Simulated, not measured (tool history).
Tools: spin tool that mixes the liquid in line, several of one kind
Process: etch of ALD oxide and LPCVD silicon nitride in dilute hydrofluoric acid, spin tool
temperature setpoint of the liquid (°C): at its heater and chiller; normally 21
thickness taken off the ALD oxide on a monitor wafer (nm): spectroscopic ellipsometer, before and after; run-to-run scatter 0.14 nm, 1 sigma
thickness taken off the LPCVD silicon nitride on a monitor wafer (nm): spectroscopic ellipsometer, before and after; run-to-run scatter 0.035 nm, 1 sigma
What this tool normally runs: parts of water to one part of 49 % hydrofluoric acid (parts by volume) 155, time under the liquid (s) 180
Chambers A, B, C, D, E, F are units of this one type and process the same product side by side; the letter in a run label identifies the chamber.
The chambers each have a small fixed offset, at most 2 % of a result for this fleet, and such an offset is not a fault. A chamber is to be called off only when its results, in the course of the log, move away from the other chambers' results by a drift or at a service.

run   hour  temperature setpoint of the liquid (°C)  parts of water to one part of 49 % hydrofluoric acid (parts by volume)  time under the liquid (s)  read-back film thickness of the ALD oxide reference wafer, read on the same gauge (nm)  read-back film thickness of the LPCVD silicon nitride reference wafer, read on the same gauge (nm)  thickness taken off the ALD oxide on a monitor wafer (nm)  thickness taken off the LPCVD silicon nitride on a monitor wafer (nm)
 1D   14.3                                       21                                                                     155                        180                                                                                  30.002                                                                                              49.981                                                    31.6030                                                                0.42408
      21.1  -- chamber C: hydrofluoric acid flow meter replaced
 2A   26.6                                       21                                                                     155                        180                                                                                  29.991                                                                                              49.990                                                    31.4590                                                                0.42536
 3B   36.2                                       21                                                                     155                        180                                                                                  30.011                                                                                              50.013                                                    31.4660                                                                0.44423
 4C   49.4                                       21                                                                     155                        180                                                                                  30.015                                                                                              49.989                                                    31.0550                                                                0.43056
 5E   61.0                                       21                                                                     230                         80                                                                                  30.010                                                                                              49.977                                                     8.6703                                                                0.14427
 6F   72.0                                       21                                                                     230                         80                                                                                  30.018                                                                                              50.001                                                     8.8604                                                                0.13935
      80.4  -- chamber E: hydrofluoric acid flow meter replaced
 7E   85.4                                       21                                                                     230                         80                                                                                  30.008                                                                                              49.994                                                     8.6713                                                                0.14515
 8F   92.8                                       21                                                                     230                         80                                                                                  30.023                                                                                              50.022                                                     8.8649                                                                0.11898
 9C  102.1                                       21                                                                     230                         80                                                                                  29.997                                                                                              49.972                                                     8.7748                                                                0.14255
10A  110.2                                       21                                                                     230                         80                                                                                  29.972                                                                                              49.997                                                     8.7318                                                                0.13991
11D  124.4                                       21                                                                     155                        180                                                                                  30.000                                                                                              49.954                                                    31.5590                                                                0.50937
12B  132.6                                       21                                                                     155                        180                                                                                  30.005                                                                                              50.011                                                    31.7620                                                                0.49748
13E  144.2                                       21                                                                     155                        180                                                                                  30.001                                                                                              49.948                                                    31.1400                                                                0.48064
14B  155.0                                       21                                                                     155                        180                                                                                  29.999                                                                                              50.015                                                    31.7280                                                                0.48588
15D  165.0                                       21                                                                     155                        180                                                                                  30.020                                                                                              49.964                                                    31.2620                                                                0.51303
16C  172.8                                       21                                                                     155                        180                                                                                  29.982                                                                                              49.959                                                    31.5390                                                                0.43315
17A  179.5                                       21                                                                     155                        180                                                                                  29.993                                                                                              49.993                                                    31.4860                                                                0.45731
18F  188.4                                       21                                                                     155                        180                                                                                  30.014                                                                                              49.994                                                    31.7130                                                                0.48516
19C  199.9                                       21                                                                     155                        180                                                                                  30.007                                                                                              50.050                                                    31.2820                                                                0.38269
20D  210.3                                       21                                                                     155                        180                                                                                  29.974                                                                                              50.018                                                    31.1460                                                                0.54942
21F  220.0                                       21                                                                     155                        180                                                                                  30.018                                                                                              50.013                                                    31.8650                                                                0.48163
22E  229.8                                       21                                                                     155                        180                                                                                  29.999                                                                                              50.033                                                    31.1450                                                                0.37824
23B  244.1                                       21                                                                      85                        180                                                                                  29.994                                                                                              50.009                                                    62.0140                                                                0.88365
24A  251.8                                       21                                                                      85                        180                                                                                  30.027                                                                                              49.975                                                    62.6870                                                                0.74867
25A  265.9                                       21                                                                      85                        180                                                                                  30.015                                                                                              50.058                                                    61.8910                                                                0.83539
26E  279.3                                       21                                                                      85                        180                                                                                  30.013                                                                                              49.983                                                    60.0650                                                                0.73660
27C  288.3                                       21                                                                      85                        180                                                                                  30.010                                                                                              50.022                                                    60.7740                                                                0.79199
28B  302.8                                       21                                                                      85                        180                                                                                  30.012                                                                                              50.046                                                    62.2460                                                                0.88540
29F  315.0                                       21                                                                     155                        180                                                                                  30.029                                                                                              50.038                                                    31.9260                                                                0.39821
30D  326.3                                       21                                                                     155                        180                                                                                  30.011                                                                                              49.984                                                    30.8100                                                                0.49853
31F  337.0                                       21                                                                     155                        180                                                                                  29.976                                                                                              49.978                                                    31.7580                                                                0.47295
32D  349.8                                       21                                                                     155                        180                                                                                  29.988                                                                                              49.964                                                    30.2450                                                                0.45881
33B  360.6                                       21                                                                     155                        180                                                                                  30.007                                                                                              49.973                                                    31.4740                                                                0.39743
     364.7  -- chamber A: hydrofluoric acid flow meter replaced
34A  373.2                                       21                                                                     155                        180                                                                                  29.987                                                                                              49.991                                                    31.5090                                                                0.46825
35E  381.4                                       21                                                                     155                        180                                                                                  29.998                                                                                              50.018                                                    30.7050                                                                0.43469
36C  394.2                                       21                                                                     155                        180                                                                                  29.958                                                                                              50.033                                                    31.2800                                                                0.45540
37E  404.4                                       21                                                                     155                        180                                                                                  29.996                                                                                              49.992                                                    31.0700                                                                0.46947
38A  413.0                                       21                                                                     155                        180                                                                                  29.989                                                                                              50.024                                                    31.3700                                                                0.48455
39D  420.3                                       21                                                                     155                        140                                                                                  30.007                                                                                              50.047                                                    23.2190                                                                0.33322
40C  434.8                                       21                                                                     155                        140                                                                                  29.987                                                                                              49.978                                                    24.1620                                                                0.35268

Does one chamber stand apart from the rest, does the shared gauge drift, or is all well apart from small per-chamber offsets? Give the chamber and the most likely cause, where there is one.

One chamber, D, drifts off from the rest bit by bit.
What lies behind it: hydrofluoric acid flow below the setpoint (%) = 4.57.

Which of the 4 candidates below, each the usual settings with something changed and its results left as question marks, puts chamber D back in line with what the other chambers give on the usual settings?
In line means no further than this from the other chambers' mean on the usual settings: thickness taken off the ALD oxide on a monitor wafer (nm) 0.4800; thickness taken off the LPCVD silicon nitride on a monitor wafer (nm) 0.12000
41D-1  445.2                                     20.5                                                                     150                        180                                                                                                                                                                                                                                                      ?                                                                      ?
41D-2  445.2                                     21.5                                                                     165                        180                                                                                                                                                                                                                                                      ?                                                                      ?
41D-3  445.2                                     21.5                                                                     160                        180                                                                                                                                                                                                                                                      ?                                                                      ?
41D-4  445.2                                     20.5                                                                     145                        180                                                                                                                                                                                                                                                      ?                                                                      ?

Average result of the remaining chambers running the usual settings: thickness taken off the ALD oxide on a monitor wafer (nm) 31.4230; thickness taken off the LPCVD silicon nitride on a monitor wafer (nm) 0.45482
  run  thickness taken off the ALD oxide on a monitor wafer (nm)  thickness taken off the LPCVD silicon nitride on a monitor wafer (nm)
41D-1                                                    30.3090                                                                0.44779
41D-2                                                    28.1840                                                                0.43575
41D-3                                                    29.2250                                                                0.44907
41D-4                                                    31.5270                                                                0.46285
The answer is 41D-4, which returns the chamber to within the allowed miss of the others.
